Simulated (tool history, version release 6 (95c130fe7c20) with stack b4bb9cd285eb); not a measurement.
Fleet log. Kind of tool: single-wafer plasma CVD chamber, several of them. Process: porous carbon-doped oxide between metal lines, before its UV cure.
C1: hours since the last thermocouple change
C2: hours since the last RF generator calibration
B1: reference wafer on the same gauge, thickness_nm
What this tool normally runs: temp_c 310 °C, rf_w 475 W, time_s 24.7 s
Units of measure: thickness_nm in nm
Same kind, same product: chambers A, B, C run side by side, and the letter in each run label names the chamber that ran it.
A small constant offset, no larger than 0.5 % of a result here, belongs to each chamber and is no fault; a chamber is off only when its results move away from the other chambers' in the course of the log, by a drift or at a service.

Run 1B, hour 6.2: usual settings; C1 553.5; C2 431.4; B1 117.04. Result: thickness_nm 122.31 nm.
Run 2A, hour 11.8: usual settings; C1 256.6; C2 1498.2; B1 117.03. Result: thickness_nm 122.96 nm.
Run 3C, hour 15.5: usual settings; C1 552.5; C2 117.8; B1 116.96. Result: thickness_nm 122.63 nm.
Run 4A, hour 20.6: usual settings; C1 265.4; C2 1507.0; B1 116.96. Result: thickness_nm 123.60 nm.
Run 5C, hour 25.3: usual settings; C1 562.3; C2 127.6; B1 117.07. Result: thickness_nm 122.38 nm.
Run 6B, hour 30.3: usual settings; C1 577.6; C2 455.5; B1 116.89. Result: thickness_nm 121.80 nm.
Run 7A, hour 36.6: usual settings; C1 281.4; C2 1523.0; B1 117.00. Result: thickness_nm 122.39 nm.
Run 8B, hour 42.2: usual settings; C1 589.5; C2 467.4; B1 117.00. Result: thickness_nm 122.25 nm.
Run 9C, hour 48.3: usual settings but rf_w 435 W, time_s 28.2 s; C1 585.3; C2 150.6; B1 116.99. Result: thickness_nm 131.27 nm.
Run 10C, hour 51.5: usual settings but rf_w 435 W, time_s 28.2 s; C1 588.5; C2 153.8; B1 117.06. Result: thickness_nm 131.41 nm.
Run 11B, hour 56.2: usual settings but rf_w 435 W, time_s 28.2 s; C1 603.5; C2 481.4; B1 116.79. Result: thickness_nm 130.05 nm.
Run 12A, hour 62.2: usual settings; C1 307.0; C2 1548.6; B1 116.99. Result: thickness_nm 122.71 nm.
Run 13C, hour 67.7: usual settings but temp_c 297 °C, rf_w 430 W; C1 604.7; C2 170.0; B1 116.98. Result: thickness_nm 122.69 nm.
Run 14B, hour 72.4: usual settings but temp_c 297 °C, rf_w 430 W; C1 619.7; C2 497.6; B1 116.99. Result: thickness_nm 122.05 nm.
Run 15A, hour 76.7: usual settings but temp_c 297 °C, rf_w 430 W; C1 321.5; C2 1563.1; B1 117.09. Result: thickness_nm 123.31 nm.
Run 16B, hour 81.1: usual settings; C1 628.4; C2 506.3; B1 116.95. Result: thickness_nm 122.20 nm.
Run 17A, hour 85.4: usual settings; C1 330.2; C2 1571.8; B1 117.05. Result: thickness_nm 122.29 nm.
Run 18C, hour 88.5: usual settings; C1 625.5; C2 190.8; B1 117.05. Result: thickness_nm 121.53 nm.
Run 19C, hour 94.7: usual settings but rf_w 400 W; C1 631.7; C2 197.0; B1 116.87. Result: thickness_nm 108.00 nm.
Run 20B, hour 99.9: usual settings but rf_w 400 W; C1 647.2; C2 525.1; B1 116.92. Result: thickness_nm 107.23 nm.
Run 21A, hour 105.8: usual settings but rf_w 400 W; C1 350.6; C2 1592.2; B1 117.06. Result: thickness_nm 108.31 nm.
Run 22C, hour 109.1: usual settings; C1 646.1; C2 211.4; B1 117.17. Result: thickness_nm 122.43 nm.
Run 23A, hour 113.7: usual settings; C1 358.5; C2 1600.1; B1 116.96. Result: thickness_nm 122.65 nm.
Run 24B, hour 117.3: usual settings; C1 664.6; C2 542.5; B1 117.06. Result: thickness_nm 123.58 nm.
Run 25B, hour 124.3: usual settings; C1 671.6; C2 549.5; B1 116.97. Result: thickness_nm 122.72 nm.
Run 26C, hour 129.4: usual settings; C1 666.4; C2 231.7; B1 116.98. Result: thickness_nm 123.16 nm.
Run 27A, hour 136.0: usual settings; C1 380.8; C2 1622.4; B1 116.97. Result: thickness_nm 122.86 nm.
Run 28C, hour 139.8: usual settings; C1 676.8; C2 242.1; B1 116.82. Result: thickness_nm 124.74 nm.

Each of the 3 chambers runs these same settings next. Fill in every chamber's results:
Run 29A, hour 144.8: usual settings but time_s 21.7 s. Result: thickness_nm ?.
Run 29B, hour 144.8: usual settings but time_s 21.7 s. Result: thickness_nm ?.
Run 29C, hour 144.8: usual settings but time_s 21.7 s. Result: thickness_nm ?.

run  thickness_nm
29A        108.56
29B        107.16
29C        108.76
